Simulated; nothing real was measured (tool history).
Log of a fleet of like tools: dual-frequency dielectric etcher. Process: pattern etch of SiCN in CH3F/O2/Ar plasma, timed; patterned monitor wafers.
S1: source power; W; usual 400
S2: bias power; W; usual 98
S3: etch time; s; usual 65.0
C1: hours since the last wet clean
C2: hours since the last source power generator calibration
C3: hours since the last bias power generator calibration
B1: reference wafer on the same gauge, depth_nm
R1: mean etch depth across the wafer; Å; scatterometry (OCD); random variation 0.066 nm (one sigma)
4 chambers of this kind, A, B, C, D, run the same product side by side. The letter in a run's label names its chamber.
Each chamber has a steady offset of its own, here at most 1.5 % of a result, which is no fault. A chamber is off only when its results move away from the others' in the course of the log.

run 1D day=0.358 | S1=400 S2=98 S3=65.0 | C1=378.2 C2=3944.2 C3=695.2 | B1=29.295 | R1=273.80
-- day=0.488 chamber B: wet clean of the chamber
run 2B day=0.892 | S1=400 S2=98 S3=65.0 | C1=9.8 C2=766.0 C3=637.3 | B1=29.286 | R1=271.98
run 3C day=1.183 | S1=400 S2=98 S3=65.0 | C1=371.5 C2=3880.4 C3=44.1 | B1=29.303 | R1=276.99
run 4A day=1.721 | S1=400 S2=98 S3=65.0 | C1=413.5 C2=3799.0 C3=2317.9 | B1=29.290 | R1=270.68
run 5B day=2.100 | S1=400 S2=98 S3=65.0 | C1=38.8 C2=795.0 C3=666.3 | B1=29.284 | R1=271.41
run 6D day=2.417 | S1=470 S2=98 S3=51.5 | C1=427.6 C2=3993.6 C3=744.6 | B1=29.294 | R1=229.85
run 7C day=2.950 | S1=470 S2=98 S3=51.5 | C1=413.9 C2=3922.8 C3=86.5 | B1=29.293 | R1=232.17
run 8A day=3.321 | S1=470 S2=98 S3=51.5 | C1=451.9 C2=3837.4 C3=2356.3 | B1=29.310 | R1=227.70
run 9C day=3.729 | S1=470 S2=98 S3=51.5 | C1=432.6 C2=3941.5 C3=105.2 | B1=29.299 | R1=232.32
run 10A day=4.117 | S1=400 S2=98 S3=65.0 | C1=471.0 C2=3856.5 C3=2375.4 | B1=29.322 | R1=271.15
run 11B day=4.638 | S1=400 S2=98 S3=65.0 | C1=99.7 C2=855.9 C3=727.2 | B1=29.317 | R1=271.05
run 12D day=5.038 | S1=400 S2=98 S3=65.0 | C1=490.5 C2=4056.5 C3=807.5 | B1=29.298 | R1=273.72
-- day=5.133 chamber C: source power generator calibrated
run 13B day=5.575 | S1=470 S2=98 S3=81.5 | C1=122.2 C2=878.4 C3=749.7 | B1=29.297 | R1=359.71
-- day=5.817 chamber C: wet clean of the chamber
run 14D day=5.821 | S1=470 S2=98 S3=81.5 | C1=509.3 C2=4075.3 C3=826.3 | B1=29.309 | R1=363.67
run 15C day=6.062 | S1=470 S2=98 S3=81.5 | C1=5.9 C2=22.3 C3=161.2 | B1=29.288 | R1=368.35
run 16A day=6.317 | S1=470 S2=98 S3=81.5 | C1=523.8 C2=3909.3 C3=2428.2 | B1=29.304 | R1=360.51
run 17D day=6.650 | S1=400 S2=98 S3=65.0 | C1=529.2 C2=4095.2 C3=846.2 | B1=29.293 | R1=273.63
run 18C day=7.079 | S1=400 S2=98 S3=65.0 | C1=30.3 C2=46.7 C3=185.6 | B1=29.311 | R1=276.99
run 19A day=7.517 | S1=400 S2=98 S3=65.0 | C1=552.6 C2=3938.1 C3=2457.0 | B1=29.302 | R1=270.90
run 20B day=7.942 | S1=400 S2=98 S3=65.0 | C1=179.0 C2=935.2 C3=806.5 | B1=29.291 | R1=271.04
run 21C day=8.388 | S1=400 S2=98 S3=65.0 | C1=61.7 C2=78.1 C3=217.0 | B1=29.308 | R1=276.47
run 22D day=8.938 | S1=400 S2=98 S3=65.0 | C1=584.1 C2=4150.1 C3=901.1 | B1=29.304 | R1=273.75
-- day=9.329 chamber D: source power generator calibrated
-- day=9.367 chamber A: wet clean of the chamber
run 23A day=9.429 | S1=400 S2=98 S3=65.0 | C1=1.6 C2=3984.0 C3=2502.9 | B1=29.307 | R1=264.81
run 24B day=9.808 | S1=400 S2=98 S3=77.0 | C1=223.8 C2=980.0 C3=851.3 | B1=29.309 | R1=321.59
run 25A day=10.296 | S1=400 S2=98 S3=77.0 | C1=22.4 C2=4004.8 C3=2523.7 | B1=29.291 | R1=312.92
run 26C day=10.725 | S1=400 S2=98 S3=77.0 | C1=117.8 C2=134.2 C3=273.1 | B1=29.290 | R1=329.10
run 27B day=11.079 | S1=400 S2=98 S3=77.0 | C1=254.3 C2=1010.5 C3=881.8 | B1=29.292 | R1=321.98
run 28D day=11.554 | S1=360 S2=98 S3=49.0 | C1=646.9 C2=53.4 C3=963.9 | B1=29.293 | R1=198.55
run 29C day=11.917 | S1=360 S2=98 S3=49.0 | C1=146.4 C2=162.8 C3=301.7 | B1=29.291 | R1=201.00
run 30B day=12.392 | S1=360 S2=98 S3=49.0 | C1=285.8 C2=1042.0 C3=913.3 | B1=29.318 | R1=196.30
-- day=12.667 chamber D: wet clean of the chamber
run 31D day=12.917 | S1=360 S2=98 S3=49.0 | C1=6.1 C2=86.1 C3=996.6 | B1=29.302 | R1=198.72
run 32A day=13.412 | S1=490 S2=98 S3=65.0 | C1=97.2 C2=4079.6 C3=2598.5 | B1=29.283 | R1=283.92
run 33A day=13.796 | S1=490 S2=98 S3=65.0 | C1=106.4 C2=4088.8 C3=2607.7 | B1=29.298 | R1=284.51
run 34C day=14.158 | S1=490 S2=98 S3=65.0 | C1=200.2 C2=216.6 C3=355.5 | B1=29.302 | R1=297.18
run 35B day=14.558 | S1=490 S2=98 S3=65.0 | C1=337.8 C2=1094.0 C3=965.3 | B1=29.312 | R1=291.54
run 36D day=14.921 | S1=400 S2=98 S3=65.0 | C1=54.2 C2=134.2 C3=1044.7 | B1=29.315 | R1=272.88

Is one chamber off against the others, does the gauge drift, or is nothing wrong? If a chamber is off, say which, and what the likeliest cause is.

A service left chamber A off against the others.
Cause: etch rate under this chamber's usual, % = 2.24.

Here are 4 candidates for chamber A's next run, each the usual settings with a change, their results left as question marks. Which one brings its results back in line with what the others give on the usual settings?
In line means no further than this from the other chambers' mean on the usual settings: R1 2.30 Å
run 37A-1 day=15.321 | S1=400 S2=100 S3=69.0 | R1=?
run 37A-2 day=15.321 | S1=330 S2=98 S3=65.0 | R1=?
run 37A-3 day=15.321 | S1=440 S2=98 S3=65.0 | R1=?
run 37A-4 day=15.321 | S1=380 S2=94 S3=65.0 | R1=?

The other chambers' mean on the usual settings: R1 273.83 Å
run=37A-1 R1=282.92
run=37A-2 R1=246.49
run=37A-3 R1=273.98
run=37A-4 R1=255.62
37A-3 brings the chamber back in line.
